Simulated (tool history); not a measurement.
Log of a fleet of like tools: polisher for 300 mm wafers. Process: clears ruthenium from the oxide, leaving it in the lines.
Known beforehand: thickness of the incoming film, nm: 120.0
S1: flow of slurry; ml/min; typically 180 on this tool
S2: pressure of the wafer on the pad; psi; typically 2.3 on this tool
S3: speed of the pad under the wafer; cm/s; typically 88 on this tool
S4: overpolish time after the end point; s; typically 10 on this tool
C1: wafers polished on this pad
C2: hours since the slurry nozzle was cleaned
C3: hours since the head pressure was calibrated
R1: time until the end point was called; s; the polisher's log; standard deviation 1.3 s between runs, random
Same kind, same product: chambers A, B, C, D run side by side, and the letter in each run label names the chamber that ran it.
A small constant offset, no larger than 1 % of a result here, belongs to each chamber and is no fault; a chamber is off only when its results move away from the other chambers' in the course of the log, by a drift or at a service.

run	hour	S1	S2	S3	S4	C1	C2	C3	R1
1D	7.2	180	2.3	88	10	414	46.7	204.1	104.030
2B	12.1	180	2.3	88	10	327	32.3	463.1	106.650
3A	20.3	180	2.3	88	10	237	156.1	289.2	105.220
4C	27.4	180	2.3	88	10	963	588.9	436.2	104.740
# hour 29.1: chamber C: worn pad replaced by a new one
5B	31.7	140	3.0	88	10	469	51.9	482.7	83.827
# hour 36.8: chamber C: slurry nozzle cleaned
6D	37.6	140	3.0	88	10	634	77.1	234.5	84.492
# hour 40.9: chamber B: worn pad replaced by a new one
7A	41.9	140	3.0	88	10	394	177.7	310.8	82.993
8C	51.4	140	3.0	88	10	161	14.6	460.2	84.162
9D	58.9	180	2.3	88	10	788	98.4	255.8	105.430
10B	64.4	180	2.3	88	10	170	84.6	515.4	103.630
# hour 72.2: chamber A: head pressure recalibrated
11C	73.4	180	2.3	88	10	321	36.6	482.2	105.790
12A	78.7	180	2.3	88	10	660	214.5	6.6	101.630
13A	86.4	180	2.3	88	10	716	222.2	14.3	102.270
14D	94.9	180	2.3	88	10	1049	134.4	291.8	107.700
15C	99.3	180	2.3	88	10	508	62.5	508.1	104.710
16B	104.7	180	2.3	88	10	462	124.9	555.7	104.930
# hour 110.6: chamber B: worn pad replaced by a new one
17C	110.7	160	2.3	88	10	591	73.9	519.5	104.010
# hour 114.7: chamber D: worn pad replaced by a new one
18B	119.6	160	2.3	88	10	65	139.8	570.6	106.990
19D	129.0	160	2.3	88	10	104	168.5	325.9	114.490
20A	136.0	160	2.3	88	10	1076	271.8	63.9	104.190
21A	142.9	180	2.3	88	10	1126	278.7	70.8	102.270
22D	148.1	180	2.3	88	10	242	187.6	345.0	111.860
23C	152.4	180	2.3	88	10	893	115.6	561.2	104.360
24B	157.7	180	2.3	88	10	341	177.9	608.7	104.180
25D	166.5	180	2.3	88	10	375	206.0	363.4	115.250

One chamber off, gauge drift, or nothing amiss beyond the chambers' own small offsets? If it is a chamber, which one, and what is the likeliest cause?

It is chamber D that slowly wanders off from its peers.
What lies behind it: head's pressure below its setpoint, % = 9.45.
Not necessarily distinguishable in this log from: slurry flow missing at the pad, %.

Chamber D could run next with any of the 4 candidate recipes listed below; each alters the usual settings, and their results appear as question marks. Which one brings its results back in line with what the other chambers deliver on the usual settings?
To be in line, a result may differ from the other chambers' mean on the usual settings by at most: R1 4.500 s
26D-1	173.4	180	2.3	86	10				?
26D-2	173.4	110	2.3	88	10				?
26D-3	173.4	180	2.3	90	10				?
26D-4	173.4	180	2.4	92	10				?

What the other chambers average on the usual settings: R1 104.550 s
run	R1
26D-1	118.830
26D-2	127.480
26D-3	113.500
26D-4	106.320
The answer is 26D-4, which returns the chamber to within the allowed miss of the others.
